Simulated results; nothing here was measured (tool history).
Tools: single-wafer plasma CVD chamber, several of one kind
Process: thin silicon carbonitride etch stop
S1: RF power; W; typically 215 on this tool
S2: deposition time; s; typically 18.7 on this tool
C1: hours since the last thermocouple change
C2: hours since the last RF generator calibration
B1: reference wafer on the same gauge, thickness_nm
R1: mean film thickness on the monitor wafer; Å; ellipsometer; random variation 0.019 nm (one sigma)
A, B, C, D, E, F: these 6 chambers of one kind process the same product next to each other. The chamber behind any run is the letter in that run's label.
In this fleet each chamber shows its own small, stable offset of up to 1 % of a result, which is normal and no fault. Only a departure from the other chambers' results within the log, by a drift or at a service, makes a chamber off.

run 1A day=0.2 | S1=215 S2=18.7 | C1=1912.6 C2=1072.6 | B1=8.7003 | R1=108.61
run 2E day=0.65 | S1=215 S2=18.7 | C1=1238.5 C2=212 | B1=8.7062 | R1=108.69
-- day=1.079 chamber B: RF generator calibrated
run 3C day=1.108 | S1=215 S2=18.7 | C1=449.7 C2=1439.8 | B1=8.708 | R1=108.5
run 4F day=1.367 | S1=215 S2=18.7 | C1=1100.5 C2=150.8 | B1=8.7052 | R1=110.05
run 5B day=1.592 | S1=215 S2=18.7 | C1=1416.6 C2=12.4 | B1=8.7015 | R1=109.07
run 6D day=1.854 | S1=215 S2=18.7 | C1=1420.2 C2=1425.7 | B1=8.7086 | R1=108.94
run 7A day=2.233 | S1=215 S2=18.7 | C1=1961.4 C2=1121.4 | B1=8.715 | R1=108.35
run 8B day=2.562 | S1=215 S2=15.8 | C1=1439.9 C2=35.7 | B1=8.7148 | R1=92.122
run 9C day=2.792 | S1=215 S2=15.8 | C1=490.1 C2=1480.2 | B1=8.7138 | R1=91.917
run 10F day=3.112 | S1=215 S2=15.8 | C1=1142.4 C2=192.7 | B1=8.7142 | R1=92.804
run 11E day=3.492 | S1=215 S2=15.8 | C1=1306.7 C2=280.2 | B1=8.7154 | R1=92.414
run 12D day=3.896 | S1=215 S2=15.8 | C1=1469.2 C2=1474.7 | B1=8.7189 | R1=91.71
run 13E day=4.121 | S1=215 S2=15.8 | C1=1321.8 C2=295.3 | B1=8.7208 | R1=92.072
run 14C day=4.567 | S1=215 S2=18.7 | C1=532.7 C2=1522.8 | B1=8.7214 | R1=109.1
run 15A day=4.933 | S1=215 S2=18.7 | C1=2026.2 C2=1186.2 | B1=8.7277 | R1=108.87
run 16F day=5.371 | S1=215 S2=18.7 | C1=1196.6 C2=246.9 | B1=8.7319 | R1=109.53
run 17B day=5.567 | S1=215 S2=18.7 | C1=1512 C2=107.8 | B1=8.7245 | R1=109.6
-- day=5.588 chamber F: thermocouple changed; heater temperature recalibrated
run 18D day=5.838 | S1=215 S2=18.7 | C1=1515.8 C2=1521.3 | B1=8.7253 | R1=109.07
run 19A day=6.088 | S1=215 S2=18.7 | C1=2053.9 C2=1213.9 | B1=8.7306 | R1=108.58
run 20E day=6.412 | S1=215 S2=18.7 | C1=1376.8 C2=350.3 | B1=8.731 | R1=109.39
run 21D day=6.792 | S1=215 S2=18.7 | C1=1538.7 C2=1544.2 | B1=8.7332 | R1=109.39
run 22F day=7.238 | S1=215 S2=18.7 | C1=39.6 C2=291.7 | B1=8.736 | R1=110.23
run 23B day=7.533 | S1=215 S2=18.7 | C1=1559.2 C2=155 | B1=8.7378 | R1=109.87
run 24C day=7.838 | S1=215 S2=18.7 | C1=611.2 C2=1601.3 | B1=8.7408 | R1=108.96
run 25A day=8.25 | S1=215 S2=18.7 | C1=2105.8 C2=1265.8 | B1=8.744 | R1=108.94
run 26D day=8.55 | S1=215 S2=18.7 | C1=1580.9 C2=1586.4 | B1=8.745 | R1=109.46
run 27C day=8.812 | S1=215 S2=18.7 | C1=634.6 C2=1624.7 | B1=8.7455 | R1=109.13
run 28E day=9.204 | S1=215 S2=18.7 | C1=1443.8 C2=417.3 | B1=8.7449 | R1=109.43
-- day=9.496 chamber C: RF generator calibrated
run 29B day=9.496 | S1=215 S2=18.7 | C1=1606.3 C2=202.1 | B1=8.7492 | R1=109.73
run 30F day=9.867 | S1=215 S2=18.7 | C1=102.7 C2=354.8 | B1=8.7484 | R1=110.42
run 31D day=10.271 | S1=215 S2=18.7 | C1=1622.2 C2=1627.7 | B1=8.753 | R1=109.31
run 32F day=10.521 | S1=215 S2=18.7 | C1=118.4 C2=370.5 | B1=8.7533 | R1=110.18
run 33E day=10.779 | S1=240 S2=18.7 | C1=1481.6 C2=455.1 | B1=8.7585 | R1=113.06
run 34C day=11.1 | S1=240 S2=18.7 | C1=689.5 C2=38.5 | B1=8.7573 | R1=113.17
run 35B day=11.525 | S1=240 S2=18.7 | C1=1655 C2=250.8 | B1=8.7607 | R1=113.4
run 36A day=11.804 | S1=240 S2=18.7 | C1=2191.1 C2=1351.1 | B1=8.7632 | R1=112.97

Next, every chamber runs the same settings. What will each give?
run 37A day=12.133 | S1=245 S2=18.7 | R1=?
run 37B day=12.133 | S1=245 S2=18.7 | R1=?
run 37C day=12.133 | S1=245 S2=18.7 | R1=?
run 37D day=12.133 | S1=245 S2=18.7 | R1=?
run 37E day=12.133 | S1=245 S2=18.7 | R1=?
run 37F day=12.133 | S1=245 S2=18.7 | R1=?

run=37A R1=113.84
run=37B R1=114.41
run=37C R1=113.99
run=37D R1=114.03
run=37E R1=114.45
run=37F R1=114.76
